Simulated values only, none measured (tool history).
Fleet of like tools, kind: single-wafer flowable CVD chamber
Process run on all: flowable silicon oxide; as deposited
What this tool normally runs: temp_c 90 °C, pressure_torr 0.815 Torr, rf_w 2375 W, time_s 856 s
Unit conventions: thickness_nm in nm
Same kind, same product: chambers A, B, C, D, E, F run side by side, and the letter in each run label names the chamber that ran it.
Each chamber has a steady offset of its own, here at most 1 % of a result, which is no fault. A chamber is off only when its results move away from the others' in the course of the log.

run,day,temp_c,pressure_torr,rf_w,time_s,"read-back reference wafer on the same gauge, thickness_nm",thickness_nm
1D,0.404,90,0.815,2375,856,729.12,768.85
2E,0.862,90,0.815,2375,856,729.99,758.97
3C,1.417,90,0.815,2375,856,730.53,777.31
4F,1.983,90,0.815,2375,856,730.54,769.92
5A,2.371,102,0.933,2375,856,729.52,610.23
6B,2.792,102,0.933,2375,856,730.25,604.81
7D,3.317,102,0.933,2375,856,730.35,606.98
# day 3.617: chamber B: thermocouple changed; heater temperature recalibrated
8A,3.721,102,0.933,2375,856,730.00,610.54
9E,4.058,102,0.933,2375,856,729.28,608.95
10B,4.562,102,0.933,2375,856,730.15,601.51
11F,4.962,90,0.815,2375,856,729.52,774.27
12C,5.471,90,0.815,2720,856,729.27,781.30
13B,5.725,90,0.815,2720,856,729.49,776.19
14E,6.025,90,0.815,2720,856,730.23,776.88
15C,6.438,90,0.815,2720,856,730.35,776.11
16A,6.762,90,0.815,2720,856,731.04,782.59
17D,7.038,90,0.815,2720,856,729.50,777.54
18F,7.412,90,0.815,2375,856,730.07,770.09
19E,7.938,90,0.815,2375,856,729.68,763.42
# day 8.225: chamber E: capacitance manometer re-zeroed and calibrated
20F,8.346,90,0.633,2375,856,729.69,555.11
21A,8.788,90,0.633,2375,856,730.95,549.26
22D,9.146,90,0.633,2375,856,729.47,544.04
23C,9.442,90,0.633,2375,856,729.14,546.67
# day 9.525: chamber D: capacitance manometer re-zeroed and calibrated
24B,9.829,90,0.633,2375,856,730.11,544.47
25E,10.308,90,0.633,2375,856,730.60,513.24
26B,10.867,90,0.815,2375,856,729.05,756.46
# day 10.996: chamber D: thermocouple changed; heater temperature recalibrated
27D,11.121,90,0.815,2375,856,730.14,762.95
28F,11.596,90,0.815,2375,856,729.26,771.42
29C,11.862,102,0.815,2375,856,730.32,519.39
30A,12.242,102,0.815,2375,856,730.22,512.71
31C,12.671,102,0.815,2375,856,729.83,516.77
32D,13.088,102,0.815,2375,856,730.77,511.44
33E,13.662,102,0.815,2375,856,730.13,486.34
34F,14.246,102,0.815,2375,856,730.36,521.77
35B,14.783,90,0.815,2375,856,730.39,758.97
36A,15.254,90,0.815,2375,856,729.27,768.04
# day 15.479: chamber F: RF generator calibrated
37D,15.692,101,0.815,2375,730,729.60,449.85
# day 15.829: chamber A: thermocouple changed; heater temperature recalibrated
38C,16.079,101,0.815,2375,730,729.75,457.08
39A,16.429,101,0.815,2375,730,729.63,451.20
40F,16.862,101,0.815,2375,730,730.05,454.16

All chambers now run identical settings, listed one chamber a line with results as question marks. What results will each chamber show?
41A,17.283,90,0.718,2375,856,,?
41B,17.283,90,0.718,2375,856,,?
41C,17.283,90,0.718,2375,856,,?
41D,17.283,90,0.718,2375,856,,?
41E,17.283,90,0.718,2375,856,,?
41F,17.283,90,0.718,2375,856,,?

run,thickness_nm
41A,645.36
41B,643.16
41C,651.24
41D,645.77
41E,612.61
41F,660.40
